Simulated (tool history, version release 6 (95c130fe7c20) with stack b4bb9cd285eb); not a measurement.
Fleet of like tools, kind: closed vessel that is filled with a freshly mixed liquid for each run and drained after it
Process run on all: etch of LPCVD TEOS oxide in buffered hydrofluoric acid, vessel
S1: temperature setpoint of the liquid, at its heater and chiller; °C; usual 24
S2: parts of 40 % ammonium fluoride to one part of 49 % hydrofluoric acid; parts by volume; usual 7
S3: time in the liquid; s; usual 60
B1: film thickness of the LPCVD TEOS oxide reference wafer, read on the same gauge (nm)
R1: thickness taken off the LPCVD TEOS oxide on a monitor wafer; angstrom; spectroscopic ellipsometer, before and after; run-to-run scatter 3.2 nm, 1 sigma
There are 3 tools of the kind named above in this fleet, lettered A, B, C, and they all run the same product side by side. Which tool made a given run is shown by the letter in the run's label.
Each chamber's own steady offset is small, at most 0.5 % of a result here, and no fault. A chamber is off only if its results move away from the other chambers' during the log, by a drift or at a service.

run,hour,S1,S2,S3,B1,R1
1B,6.6,24,7,60,30.009,3390.8
2A,10.7,24,7,60,30.007,3304.1
3C,16.4,24,7,60,29.996,3307.2
4A,20.8,24,7,60,29.981,3319.4
5C,26.3,24,7,60,30.015,3321.1
6B,30.8,24,7,30,30.002,1642.9
7A,37.8,24,7,30,29.993,1654.8
8C,41.0,24,7,30,30.015,1682.5
9B,45.8,24,7,60,29.992,3316.2
10C,51.4,24,7,60,30.010,3316.2
11B,57.6,24,7,60,30.009,3363.6
12A,61.7,24,7,60,30.006,3254.2
13A,68.2,24,7,60,30.004,3273.8
# hour 69.3: chamber C: hydrofluoric acid flow meter replaced
14C,74.1,24,7,60,30.021,3307.1
15B,78.4,24,7,60,30.023,3309.1
16A,84.0,24,7,60,29.987,3242.7
17C,88.7,24,7,60,30.013,3309.9
# hour 88.8: chamber A: hydrofluoric acid flow meter replaced
18B,95.0,24,7,60,29.998,3309.2
19A,99.8,24,7,60,29.993,3231.6
20C,105.4,24,7,60,29.984,3313.4
21B,108.6,24,7,60,30.021,3356.2
22A,113.4,24,7,60,29.990,3159.4
23C,120.5,21,7,60,29.997,2826.8
24B,124.9,21,7,60,29.993,2862.9
25C,129.8,21,7,60,29.993,2854.9
26B,133.0,24,7,60,30.008,3355.7
27A,139.9,24,7,60,30.013,3095.1
28C,144.7,24,10,30,29.979,1196.5
29A,151.6,24,10,30,30.005,1108.0
30B,158.5,24,10,30,29.989,1196.1
31B,161.7,24,7,60,30.032,3400.6
32C,167.3,24,7,60,30.027,3328.7
33A,171.1,24,7,60,29.980,3078.2
34B,176.5,24,7,60,30.010,3379.3
35A,179.8,24,7,60,30.003,3051.3
36C,186.6,24,7,60,29.991,3350.6
37A,191.7,24,7,60,30.008,3109.9
38B,196.1,24,7,60,30.033,3351.7
39C,200.7,24,7,60,30.003,3306.7
40B,206.2,24,7,45,29.993,2518.9
41C,212.0,24,7,45,29.997,2471.3
42A,216.9,24,7,45,30.018,2314.8

Which is it: a chamber that has drifted or been left off by a service, a gauge drift common to all chambers, or only each chamber's usual small offset? If a chamber is off, name it and its likeliest cause.

Chamber A drifts away from the others.
Cause: liquid colder than its thermometer reads (K) = 1.75.

Chamber A could run next with any of the 4 candidate recipes listed below; each alters the usual settings, and their results appear as question marks. Which one brings its results back in line with what the other chambers deliver on the usual settings?
To be in line, a result may differ from the other chambers' mean on the usual settings by at most: R1 110.0 angstrom
43A-1,222.0,24.0,7.0,55,,?
43A-2,222.0,21.0,7.0,60,,?
43A-3,222.0,24.5,6.5,65,,?
43A-4,222.0,24.5,7.0,65,,?

The other chambers' mean on the usual settings: R1 3324.3 angstrom
run,R1
43A-1,2759.5
43A-2,2546.2
43A-3,3578.3
43A-4,3352.2
It is 43A-4 that realigns the chamber with its peers.

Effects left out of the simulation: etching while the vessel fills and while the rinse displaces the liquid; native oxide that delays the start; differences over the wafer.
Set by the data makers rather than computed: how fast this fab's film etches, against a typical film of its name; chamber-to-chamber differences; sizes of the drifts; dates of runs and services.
